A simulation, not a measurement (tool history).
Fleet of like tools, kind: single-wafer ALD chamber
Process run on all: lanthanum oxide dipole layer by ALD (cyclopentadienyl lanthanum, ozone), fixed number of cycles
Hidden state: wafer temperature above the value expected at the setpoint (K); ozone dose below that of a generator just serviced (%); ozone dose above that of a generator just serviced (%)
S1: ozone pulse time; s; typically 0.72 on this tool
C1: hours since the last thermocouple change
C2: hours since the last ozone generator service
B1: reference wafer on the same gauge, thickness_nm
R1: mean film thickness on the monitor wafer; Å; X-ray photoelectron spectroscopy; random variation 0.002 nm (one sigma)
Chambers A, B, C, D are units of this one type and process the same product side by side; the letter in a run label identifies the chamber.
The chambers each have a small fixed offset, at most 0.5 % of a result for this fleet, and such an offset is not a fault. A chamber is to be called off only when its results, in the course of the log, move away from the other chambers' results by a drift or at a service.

run	hour	S1	C1	C2	B1	R1
1B	4.5	0.72	1243.7	590.5	0.42702	4.4232
2A	7.7	0.72	298.2	578.9	0.42686	4.4068
3C	12.4	0.72	1366.4	551	0.42698	4.4124
4D	16.9	0.72	1114.8	1050.8	0.42673	4.4236
5B	19.3	0.49	1258.5	605.3	0.42745	3.5922
6D	22.3	0.49	1120.2	1056.2	0.42689	3.6164
7C	25.6	0.49	1379.6	564.2	0.42689	3.6176
8A	29.3	0.49	319.8	600.5	0.42749	3.5815
9D	31.4	0.72	1129.3	1065.3	0.42734	4.4256
10A	34.8	0.72	325.3	606	0.42744	4.4396
11C	38.4	0.72	1392.4	577	0.42723	4.4153
12B	43.1	0.72	1282.3	629.1	0.42709	4.3758
13A	45.2	0.72	335.7	616.4	0.42708	4.3752
14D	48.3	0.72	1146.2	1082.2	0.42693	4.4491
15C	52.5	0.72	1406.5	591.1	0.42728	4.3767
16B	56.7	0.72	1295.9	642.7	0.42726	4.3837
17B	61.1	0.72	1300.3	647.1	0.4271	4.4143
18D	64.5	0.72	1162.4	1098.4	0.42703	4.4291
19A	68.7	0.72	359.2	639.9	0.42706	4.418
20C	72.1	0.72	1426.1	610.7	0.42676	4.3887
21A	75.6	0.45	366.1	646.8	0.42749	3.3443
22C	79.4	0.45	1433.4	618	0.42748	3.4379
23B	83.7	0.45	1322.9	669.7	0.42704	3.4053
24D	88.3	0.45	1186.2	1122.2	0.42697	3.4282
25C	92.1	0.72	1446.1	630.7	0.42635	4.404
26D	94.5	0.98	1192.4	1128.4	0.42665	4.9855
27B	97.7	0.98	1336.9	683.7	0.42725	4.9488
28A	101.5	0.98	392	672.7	0.42748	4.9208
29C	104.4	0.98	1458.4	643	0.42709	4.947
30A	108.2	0.72	398.7	679.4	0.42722	4.3148
31B	112.4	0.96	1351.6	698.4	0.42729	4.9321
32D	114.7	0.96	1212.6	1148.6	0.42656	4.9586
33A	118.4	0.96	408.9	689.6	0.42702	4.8162
34D	120.6	0.96	1218.5	1154.5	0.42699	4.9453
35C	125	0.96	1479	663.6	0.42665	4.9274
36B	127.7	0.96	1366.9	713.7	0.42668	4.9033
37A	132.1	0.96	422.6	703.3	0.42652	4.8161
38B	135.4	0.96	1374.6	721.4	0.42689	4.9274
39D	139.7	0.72	1237.6	1173.6	0.42672	4.428
40C	144.4	0.56	1498.4	683	0.42676	3.9206
41C	147.5	0.56	1501.5	686.1	0.42652	3.9018
42A	151.1	0.56	441.6	722.3	0.42728	3.6628
43D	153.2	0.56	1251.1	1187.1	0.42714	3.9307
44B	157.5	0.72	1396.7	743.5	0.4274	4.3754

Which is it: a chamber that has drifted or been left off by a service, a gauge drift common to all chambers, or only each chamber's usual small offset? If a chamber is off, name it and its likeliest cause.

Little by little, chamber A moves away from the other chambers.
Cause: ozone dose below that of a generator just serviced (%) = 8.78.

Which of the 4 candidates below, each the usual settings with something changed and its results left as question marks, puts chamber A back in line with what the other chambers give on the usual settings?
Maximum distance from the other chambers' mean on the usual settings for a result to count as in line: R1 0.071 Å
45A-1	160.9	0.86				?
45A-2	160.9	0.78				?
45A-3	160.9	0.62				?
45A-4	160.9	0.66				?

Average result of the remaining chambers running the usual settings: R1 4.4133 Å
run	R1
45A-1	4.5833
45A-2	4.3904
45A-3	3.907
45A-4	4.0417
45A-2 is the one that brings the chamber's results back in line with the other chambers.
